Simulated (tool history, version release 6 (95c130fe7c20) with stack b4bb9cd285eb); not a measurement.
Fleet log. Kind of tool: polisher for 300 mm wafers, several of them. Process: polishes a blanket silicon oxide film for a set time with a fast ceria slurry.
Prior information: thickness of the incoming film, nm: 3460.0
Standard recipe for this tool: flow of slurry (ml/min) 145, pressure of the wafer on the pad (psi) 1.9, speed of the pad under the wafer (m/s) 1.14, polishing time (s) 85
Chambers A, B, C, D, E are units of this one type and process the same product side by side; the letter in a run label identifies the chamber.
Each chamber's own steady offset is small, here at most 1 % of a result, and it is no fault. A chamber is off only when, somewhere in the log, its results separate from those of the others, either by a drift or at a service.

| run | hour | flow of slurry (ml/min) | pressure of the wafer on the pad (psi) | speed of the pad under the wafer (m/s) | polishing time (s) | wafers polished on this pad | hours since the slurry nozzle was cleaned | hours since the head pressure was calibrated | film removed (angstrom) |
|---|---|---|---|---|---|---|---|---|---|
|  | 3.1 | chamber B: worn pad replaced by a new one |
| 1C | 8.2 | 145 | 1.9 | 1.14 | 85 | 272 | 148.3 | 544.3 | 11316.0 |
| 2A | 17.4 | 145 | 1.9 | 1.14 | 85 | 513 | 273.7 | 629.6 | 11537.0 |
| 3D | 23.0 | 145 | 1.9 | 1.14 | 85 | 408 | 666.2 | 778.2 | 11661.0 |
| 4E | 29.8 | 145 | 1.9 | 1.14 | 85 | 407 | 409.8 | 1026.8 | 11592.0 |
| 5B | 39.9 | 145 | 1.9 | 1.14 | 85 | 451 | 261.4 | 55.0 | 11420.0 |
|  | 42.8 | chamber C: worn pad replaced by a new one |
| 6E | 46.8 | 145 | 1.9 | 1.14 | 85 | 615 | 426.8 | 1043.8 | 11509.0 |
| 7B | 56.5 | 145 | 1.9 | 1.14 | 85 | 655 | 278.0 | 71.6 | 11372.0 |
|  | 61.8 | chamber B: slurry nozzle cleaned |
| 8D | 66.9 | 145 | 1.9 | 1.14 | 85 | 946 | 710.1 | 822.1 | 11606.0 |
| 9C | 74.3 | 145 | 1.9 | 1.14 | 85 | 386 | 214.4 | 610.4 | 11348.0 |
|  | 76.6 | chamber B: worn pad replaced by a new one |
| 10A | 84.4 | 145 | 1.9 | 0.78 | 85 | 1334 | 340.7 | 696.6 | 7805.3 |
|  | 90.7 | chamber C: worn pad replaced by a new one |
| 11E | 92.3 | 145 | 1.9 | 0.78 | 85 | 1173 | 472.3 | 1089.3 | 7881.2 |
|  | 95.8 | chamber C: slurry nozzle cleaned |
|  | 97.0 | chamber D: worn pad replaced by a new one |
|  | 98.4 | chamber E: worn pad replaced by a new one |
| 12D | 99.3 | 145 | 1.9 | 0.78 | 85 | 28 | 742.5 | 854.5 | 7999.6 |
| 13A | 105.5 | 145 | 1.9 | 0.78 | 85 | 1592 | 361.8 | 717.7 | 7986.8 |
| 14C | 115.7 | 145 | 1.9 | 0.78 | 85 | 306 | 19.9 | 651.8 | 7822.7 |
| 15B | 126.3 | 145 | 1.9 | 1.14 | 85 | 608 | 64.5 | 141.4 | 11375.0 |
| 16A | 133.2 | 145 | 1.9 | 1.14 | 85 | 1932 | 389.5 | 745.4 | 11597.0 |
|  | 136.8 | chamber C: worn pad replaced by a new one |
| 17E | 143.0 | 145 | 1.9 | 1.14 | 85 | 546 | 523.0 | 1140.0 | 11394.0 |
|  | 147.7 | chamber D: slurry nozzle cleaned |
|  | 148.1 | chamber B: worn pad replaced by a new one |
| 18C | 149.7 | 145 | 1.9 | 1.14 | 85 | 159 | 53.9 | 685.8 | 11269.0 |
|  | 159.0 | chamber D: head pressure recalibrated |
| 19D | 159.9 | 145 | 1.9 | 1.14 | 85 | 770 | 12.2 | 0.9 | 11565.0 |
| 20B | 169.3 | 145 | 1.9 | 1.14 | 85 | 259 | 107.5 | 184.4 | 11462.0 |
| 21B | 180.4 | 145 | 1.9 | 1.14 | 85 | 395 | 118.6 | 195.5 | 11438.0 |
| 22D | 186.9 | 145 | 1.9 | 1.14 | 85 | 1101 | 39.2 | 27.9 | 11619.0 |
|  | 192.5 | chamber C: worn pad replaced by a new one |
|  | 192.7 | chamber D: worn pad replaced by a new one |
| 23E | 197.4 | 145 | 1.9 | 1.14 | 85 | 1212 | 577.4 | 1194.4 | 11553.0 |
|  | 198.3 | chamber A: slurry nozzle cleaned |
| 24C | 202.5 | 145 | 1.9 | 1.14 | 85 | 123 | 106.7 | 738.6 | 11362.0 |
|  | 204.0 | chamber E: worn pad replaced by a new one |
|  | 212.9 | chamber B: worn pad replaced by a new one |
| 25A | 213.9 | 110 | 1.9 | 1.14 | 85 | 2920 | 15.7 | 826.1 | 10618.0 |
| 26A | 224.2 | 110 | 1.9 | 1.14 | 85 | 3046 | 26.0 | 836.4 | 10544.0 |
| 27E | 230.3 | 110 | 1.9 | 1.14 | 85 | 323 | 610.3 | 1227.3 | 10841.0 |
| 28B | 236.5 | 110 | 1.9 | 1.14 | 85 | 289 | 174.7 | 251.6 | 10714.0 |
| 29D | 245.5 | 110 | 1.9 | 1.14 | 85 | 647 | 97.8 | 86.5 | 10927.0 |
|  | 250.3 | chamber C: worn pad replaced by a new one |
| 30C | 255.6 | 145 | 1.9 | 1.14 | 85 | 64 | 159.8 | 791.7 | 11321.0 |

Which is it: a chamber that has drifted or been left off by a service, a gauge drift common to all chambers, or only each chamber's usual small offset? If a chamber is off, name it and its likeliest cause.

Chamber A drifts away from the others.
Likeliest cause: removal rate lost through wear of the pad, % = 4.95.
The log might look much the same if the cause were instead: head's pressure below its setpoint, %.

Chamber A could run next with any of the 4 candidate recipes listed below; each alters the usual settings, and their results appear as question marks. Which one brings its results back in line with what the other chambers deliver on the usual settings?
In-line tolerance around the mean of the other chambers on the usual settings: film removed (angstrom) 260.0
| 31A-1 | 263.9 | 145 | 1.9 | 1.14 | 89 |  |  |  | ? |
| 31A-2 | 263.9 | 145 | 1.9 | 1.26 | 85 |  |  |  | ? |
| 31A-3 | 263.9 | 145 | 1.9 | 1.12 | 83 |  |  |  | ? |
| 31A-4 | 263.9 | 145 | 1.8 | 1.10 | 85 |  |  |  | ? |

The mean the other chambers reach with the usual settings: film removed (angstrom) 11475.0
| run | film removed (angstrom) |
|---|---|
| 31A-1 | 11438.0 |
| 31A-2 | 12070.0 |
| 31A-3 | 10481.0 |
| 31A-4 | 9979.0 |
It is 31A-1 that realigns the chamber with its peers.
